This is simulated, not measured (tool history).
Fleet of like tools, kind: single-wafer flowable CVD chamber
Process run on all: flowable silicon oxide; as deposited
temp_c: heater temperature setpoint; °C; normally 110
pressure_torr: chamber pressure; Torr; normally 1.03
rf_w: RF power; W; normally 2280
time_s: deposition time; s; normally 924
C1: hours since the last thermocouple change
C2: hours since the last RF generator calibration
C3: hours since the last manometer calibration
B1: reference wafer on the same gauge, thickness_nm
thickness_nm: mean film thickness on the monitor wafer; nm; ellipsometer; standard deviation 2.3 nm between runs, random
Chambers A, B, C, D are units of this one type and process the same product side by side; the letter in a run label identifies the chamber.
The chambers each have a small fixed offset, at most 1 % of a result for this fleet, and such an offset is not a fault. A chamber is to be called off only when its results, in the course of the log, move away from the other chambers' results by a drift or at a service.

run 1C hour=5.7 | temp_c=110 pressure_torr=1.03 rf_w=2280 time_s=924 | C1=952.8 C2=264.4 C3=112.1 | B1=625.89 | thickness_nm=566.81
run 2D hour=14.2 | temp_c=110 pressure_torr=1.03 rf_w=2280 time_s=924 | C1=16.3 C2=1368.7 C3=65.7 | B1=625.57 | thickness_nm=561.54
run 3B hour=19.7 | temp_c=110 pressure_torr=1.03 rf_w=2280 time_s=924 | C1=2270.6 C2=986.7 C3=1609.5 | B1=625.77 | thickness_nm=563.96
run 4A hour=25.6 | temp_c=110 pressure_torr=1.03 rf_w=2280 time_s=924 | C1=1035.7 C2=115.3 C3=1721.5 | B1=625.64 | thickness_nm=566.02
run 5C hour=33.9 | temp_c=110 pressure_torr=1.03 rf_w=2280 time_s=924 | C1=981 C2=292.6 C3=140.3 | B1=626.33 | thickness_nm=564.78
run 6D hour=38.9 | temp_c=110 pressure_torr=1.03 rf_w=2280 time_s=924 | C1=41 C2=1393.4 C3=90.4 | B1=626.14 | thickness_nm=561.31
run 7A hour=46.1 | temp_c=110 pressure_torr=1.03 rf_w=2280 time_s=821 | C1=1056.2 C2=135.8 C3=1742 | B1=626.14 | thickness_nm=502.11
run 8B hour=53.9 | temp_c=110 pressure_torr=1.03 rf_w=2280 time_s=821 | C1=2304.8 C2=1020.9 C3=1643.7 | B1=626.02 | thickness_nm=501.17
-- hour=56.3 chamber D: RF generator calibrated
run 9B hour=60.4 | temp_c=110 pressure_torr=1.03 rf_w=2280 time_s=821 | C1=2311.3 C2=1027.4 C3=1650.2 | B1=625.44 | thickness_nm=504.93
run 10D hour=68.7 | temp_c=110 pressure_torr=1.03 rf_w=2280 time_s=821 | C1=70.8 C2=12.5 C3=120.2 | B1=625.2 | thickness_nm=496.26
run 11A hour=74.8 | temp_c=110 pressure_torr=1.03 rf_w=2280 time_s=924 | C1=1084.9 C2=164.5 C3=1770.7 | B1=625.35 | thickness_nm=566.09
run 12C hour=80 | temp_c=110 pressure_torr=1.03 rf_w=2280 time_s=924 | C1=1027.1 C2=338.7 C3=186.4 | B1=626.49 | thickness_nm=566.79
run 13D hour=86.3 | temp_c=110 pressure_torr=1.03 rf_w=2280 time_s=924 | C1=88.4 C2=30.1 C3=137.8 | B1=626.09 | thickness_nm=562.74
run 14C hour=94.9 | temp_c=110 pressure_torr=1.03 rf_w=2280 time_s=924 | C1=1042 C2=353.6 C3=201.3 | B1=625.76 | thickness_nm=563.91
run 15A hour=99.4 | temp_c=110 pressure_torr=1.03 rf_w=2280 time_s=924 | C1=1109.5 C2=189.1 C3=1795.3 | B1=626.09 | thickness_nm=565.86
run 16B hour=105.8 | temp_c=110 pressure_torr=1.03 rf_w=2280 time_s=924 | C1=2356.7 C2=1072.8 C3=1695.6 | B1=626.04 | thickness_nm=568.3
run 17D hour=112.5 | temp_c=110 pressure_torr=1.03 rf_w=2280 time_s=924 | C1=114.6 C2=56.3 C3=164 | B1=625.94 | thickness_nm=562.74
run 18A hour=121.7 | temp_c=110 pressure_torr=1.03 rf_w=2280 time_s=924 | C1=1131.8 C2=211.4 C3=1817.6 | B1=626.3 | thickness_nm=570.68
run 19C hour=130.1 | temp_c=110 pressure_torr=1.03 rf_w=2280 time_s=924 | C1=1077.2 C2=388.8 C3=236.5 | B1=625.29 | thickness_nm=566.4
run 20B hour=138.9 | temp_c=110 pressure_torr=1.03 rf_w=2280 time_s=924 | C1=2389.8 C2=1105.9 C3=1728.7 | B1=625.84 | thickness_nm=570.33
run 21D hour=143.8 | temp_c=110 pressure_torr=1.03 rf_w=2280 time_s=924 | C1=145.9 C2=87.6 C3=195.3 | B1=625.8 | thickness_nm=563.77
run 22B hour=149.3 | temp_c=110 pressure_torr=1.03 rf_w=1940 time_s=924 | C1=2400.2 C2=1116.3 C3=1739.1 | B1=625.2 | thickness_nm=550.99
run 23C hour=156 | temp_c=110 pressure_torr=1.03 rf_w=1940 time_s=924 | C1=1103.1 C2=414.7 C3=262.4 | B1=626.03 | thickness_nm=548.49
run 24A hour=162.9 | temp_c=110 pressure_torr=1.03 rf_w=1940 time_s=924 | C1=1173 C2=252.6 C3=1858.8 | B1=625.64 | thickness_nm=553.04
run 25C hour=170 | temp_c=110 pressure_torr=1.03 rf_w=1940 time_s=924 | C1=1117.1 C2=428.7 C3=276.4 | B1=625.8 | thickness_nm=550.18
run 26D hour=175.1 | temp_c=110 pressure_torr=1.03 rf_w=2280 time_s=924 | C1=177.2 C2=118.9 C3=226.6 | B1=626.04 | thickness_nm=564.22
run 27A hour=180.8 | temp_c=110 pressure_torr=1.03 rf_w=2280 time_s=924 | C1=1190.9 C2=270.5 C3=1876.7 | B1=625.98 | thickness_nm=567.01
run 28B hour=186.7 | temp_c=110 pressure_torr=1.03 rf_w=2280 time_s=924 | C1=2437.6 C2=1153.7 C3=1776.5 | B1=626.22 | thickness_nm=566.51
run 29C hour=191.9 | temp_c=110 pressure_torr=0.86 rf_w=2610 time_s=924 | C1=1139 C2=450.6 C3=298.3 | B1=626.47 | thickness_nm=465.66
run 30A hour=199.8 | temp_c=110 pressure_torr=0.86 rf_w=2610 time_s=924 | C1=1209.9 C2=289.5 C3=1895.7 | B1=625.57 | thickness_nm=466.08
run 31B hour=206.1 | temp_c=110 pressure_torr=0.86 rf_w=2610 time_s=924 | C1=2457 C2=1173.1 C3=1795.9 | B1=625.78 | thickness_nm=463.78
run 32D hour=214.2 | temp_c=110 pressure_torr=0.86 rf_w=2610 time_s=924 | C1=216.3 C2=158 C3=265.7 | B1=625.66 | thickness_nm=457.32
run 33B hour=219.8 | temp_c=110 pressure_torr=1.03 rf_w=2280 time_s=924 | C1=2470.7 C2=1186.8 C3=1809.6 | B1=626.4 | thickness_nm=566.13
run 34A hour=228.6 | temp_c=110 pressure_torr=1.03 rf_w=2280 time_s=924 | C1=1238.7 C2=318.3 C3=1924.5 | B1=626.41 | thickness_nm=568.14

One chamber off, gauge drift, or nothing amiss beyond the chambers' own small offsets? If it is a chamber, which one, and what is the likeliest cause?

The fleet is healthy, with each chamber sitting at its usual small offset and no drift in the gauge.
